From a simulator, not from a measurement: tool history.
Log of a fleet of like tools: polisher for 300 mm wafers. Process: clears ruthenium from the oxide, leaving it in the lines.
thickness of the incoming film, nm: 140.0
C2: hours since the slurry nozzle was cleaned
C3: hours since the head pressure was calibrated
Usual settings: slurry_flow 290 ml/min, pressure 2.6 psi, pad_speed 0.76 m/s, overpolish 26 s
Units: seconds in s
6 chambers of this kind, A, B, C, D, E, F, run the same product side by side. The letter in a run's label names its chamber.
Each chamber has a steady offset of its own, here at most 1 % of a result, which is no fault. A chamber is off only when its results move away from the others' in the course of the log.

Run 1E, day 0.367: usual settings; wafers polished on this pad 149; C2 95.3; C3 89.6. Result: seconds 152.07 s.
Run 2F, day 0.654: usual settings; wafers polished on this pad 319; C2 324.2; C3 35.8. Result: seconds 151.77 s.
Run 3A, day 1.025: usual settings; wafers polished on this pad 1365; C2 173.0; C3 104.8. Result: seconds 149.79 s.
At day 1.179: chamber D: slurry nozzle cleaned.
Run 4C, day 1.404: usual settings; wafers polished on this pad 647; C2 538.8; C3 333.0. Result: seconds 150.97 s.
Run 5B, day 1.871: usual settings; wafers polished on this pad 566; C2 86.8; C3 431.1. Result: seconds 148.58 s.
At day 1.938: chamber B: worn pad replaced by a new one.
At day 2.112: chamber C: worn pad replaced by a new one.
At day 2.183: chamber A: worn pad replaced by a new one.
Run 6D, day 2.246: usual settings; wafers polished on this pad 853; C2 25.7; C3 477.6. Result: seconds 152.46 s.
At day 2.271: chamber F: slurry nozzle cleaned.
At day 2.358: chamber C: slurry nozzle cleaned.
At day 2.362: chamber F: worn pad replaced by a new one.
Run 7D, day 2.708: usual settings; wafers polished on this pad 938; C2 36.8; C3 488.7. Result: seconds 150.66 s.
Run 8A, day 3.071: usual settings; wafers polished on this pad 163; C2 222.1; C3 153.9. Result: seconds 150.25 s.
At day 3.096: chamber D: worn pad replaced by a new one.
Run 9B, day 3.558: usual settings; wafers polished on this pad 298; C2 127.3; C3 471.6. Result: seconds 149.37 s.
Run 10C, day 3.883: usual settings; wafers polished on this pad 326; C2 36.7; C3 392.5. Result: seconds 149.08 s.
Run 11E, day 4.250: usual settings; wafers polished on this pad 863; C2 188.5; C3 182.8. Result: seconds 151.34 s.
At day 4.504: chamber B: worn pad replaced by a new one.
Run 12F, day 4.633: usual settings; wafers polished on this pad 418; C2 56.8; C3 131.3. Result: seconds 152.12 s.
Run 13A, day 4.962: usual settings; wafers polished on this pad 511; C2 267.5; C3 199.3. Result: seconds 151.64 s.
At day 5.025: chamber F: worn pad replaced by a new one.
Run 14E, day 5.467: usual settings; wafers polished on this pad 1087; C2 217.7; C3 212.0. Result: seconds 153.05 s.
At day 5.533: chamber E: worn pad replaced by a new one.
Run 15D, day 5.750: usual settings; wafers polished on this pad 488; C2 109.8; C3 561.7. Result: seconds 153.20 s.
At day 5.783: chamber C: worn pad replaced by a new one.
Run 16B, day 6.108: usual settings; wafers polished on this pad 295; C2 188.5; C3 532.8. Result: seconds 152.21 s.
Run 17C, day 6.346: usual settings; wafers polished on this pad 103; C2 95.8; C3 451.6. Result: seconds 150.56 s.
Run 18F, day 6.667: usual settings; wafers polished on this pad 302; C2 105.6; C3 180.1. Result: seconds 152.18 s.
Run 19F, day 7.108: usual settings; wafers polished on this pad 383; C2 116.2; C3 190.7. Result: seconds 151.89 s.
At day 7.450: chamber B: worn pad replaced by a new one.
Run 20A, day 7.517: usual settings; wafers polished on this pad 981; C2 328.8; C3 260.6. Result: seconds 150.63 s.
Run 21B, day 7.933: usual settings; wafers polished on this pad 89; C2 232.3; C3 576.6. Result: seconds 150.31 s.
Run 22E, day 8.196: usual settings; wafers polished on this pad 490; C2 283.2; C3 277.5. Result: seconds 151.38 s.
At day 8.221: chamber F: worn pad replaced by a new one.
Run 23C, day 8.575: usual settings; wafers polished on this pad 513; C2 149.3; C3 505.1. Result: seconds 150.71 s.
At day 8.750: chamber D: worn pad replaced by a new one.
Run 24D, day 9.092: usual settings; wafers polished on this pad 63; C2 190.0; C3 641.9. Result: seconds 155.93 s.
Run 25A, day 9.425: usual settings but pad_speed 0.94 m/s; wafers polished on this pad 1332; C2 374.6; C3 306.4. Result: seconds 121.37 s.
At day 9.483: chamber C: head pressure recalibrated.
At day 9.767: chamber C: worn pad replaced by a new one.
Run 26E, day 9.875: usual settings but pad_speed 0.94 m/s; wafers polished on this pad 799; C2 323.5; C3 317.8. Result: seconds 122.78 s.
At day 9.988: chamber B: worn pad replaced by a new one.
Run 27D, day 10.267: usual settings but pad_speed 0.94 m/s; wafers polished on this pad 279; C2 218.2; C3 670.1. Result: seconds 128.57 s.
At day 10.571: chamber A: worn pad replaced by a new one.
Run 28F, day 10.642: usual settings but pad_speed 0.94 m/s; wafers polished on this pad 446; C2 201.0; C3 275.5. Result: seconds 124.61 s.
At day 11.046: chamber A: slurry nozzle cleaned.
At day 11.058: chamber F: worn pad replaced by a new one.
Run 29C, day 11.142: usual settings but pad_speed 0.94 m/s; wafers polished on this pad 253; C2 210.9; C3 39.9. Result: seconds 121.06 s.
Run 30B, day 11.592: usual settings but pad_speed 0.94 m/s; wafers polished on this pad 295; C2 320.1; C3 664.4. Result: seconds 122.25 s.
At day 11.621: chamber E: worn pad replaced by a new one.
Run 31B, day 11.846: usual settings; wafers polished on this pad 342; C2 326.2; C3 670.5. Result: seconds 150.61 s.
Run 32D, day 12.083: usual settings; wafers polished on this pad 613; C2 261.8; C3 713.7. Result: seconds 161.67 s.
Run 33C, day 12.508: usual settings but pressure 2.3 psi, overpolish 15 s; wafers polished on this pad 504; C2 243.7; C3 72.7. Result: seconds 169.98 s.
Run 34F, day 12.921: usual settings but pressure 2.3 psi, overpolish 15 s; wafers polished on this pad 343; C2 255.7; C3 330.2. Result: seconds 169.76 s.
Run 35E, day 13.404: usual settings but pressure 2.3 psi, overpolish 15 s; wafers polished on this pad 328; C2 408.2; C3 402.5. Result: seconds 171.91 s.
Run 36A, day 13.671: usual settings but pressure 2.3 psi, overpolish 15 s; wafers polished on this pad 570; C2 63.0; C3 408.3. Result: seconds 169.05 s.
Run 37E, day 14.158: usual settings but pressure 2.3 psi, overpolish 15 s; wafers polished on this pad 467; C2 426.3; C3 420.6. Result: seconds 168.53 s.

All 6 chambers run these settings next. Forecast each chamber's results:
Run 38A, day 14.533: usual settings but pad_speed 0.62 m/s. Result: seconds ?.
Run 38B, day 14.533: usual settings but pad_speed 0.62 m/s. Result: seconds ?.
Run 38C, day 14.533: usual settings but pad_speed 0.62 m/s. Result: seconds ?.
Run 38D, day 14.533: usual settings but pad_speed 0.62 m/s. Result: seconds ?.
Run 38E, day 14.533: usual settings but pad_speed 0.62 m/s. Result: seconds ?.
Run 38F, day 14.533: usual settings but pad_speed 0.62 m/s. Result: seconds ?.

run  seconds
38A   185.24
38B   183.21
38C   184.88
38D   194.80
38E   183.48
38F   186.58

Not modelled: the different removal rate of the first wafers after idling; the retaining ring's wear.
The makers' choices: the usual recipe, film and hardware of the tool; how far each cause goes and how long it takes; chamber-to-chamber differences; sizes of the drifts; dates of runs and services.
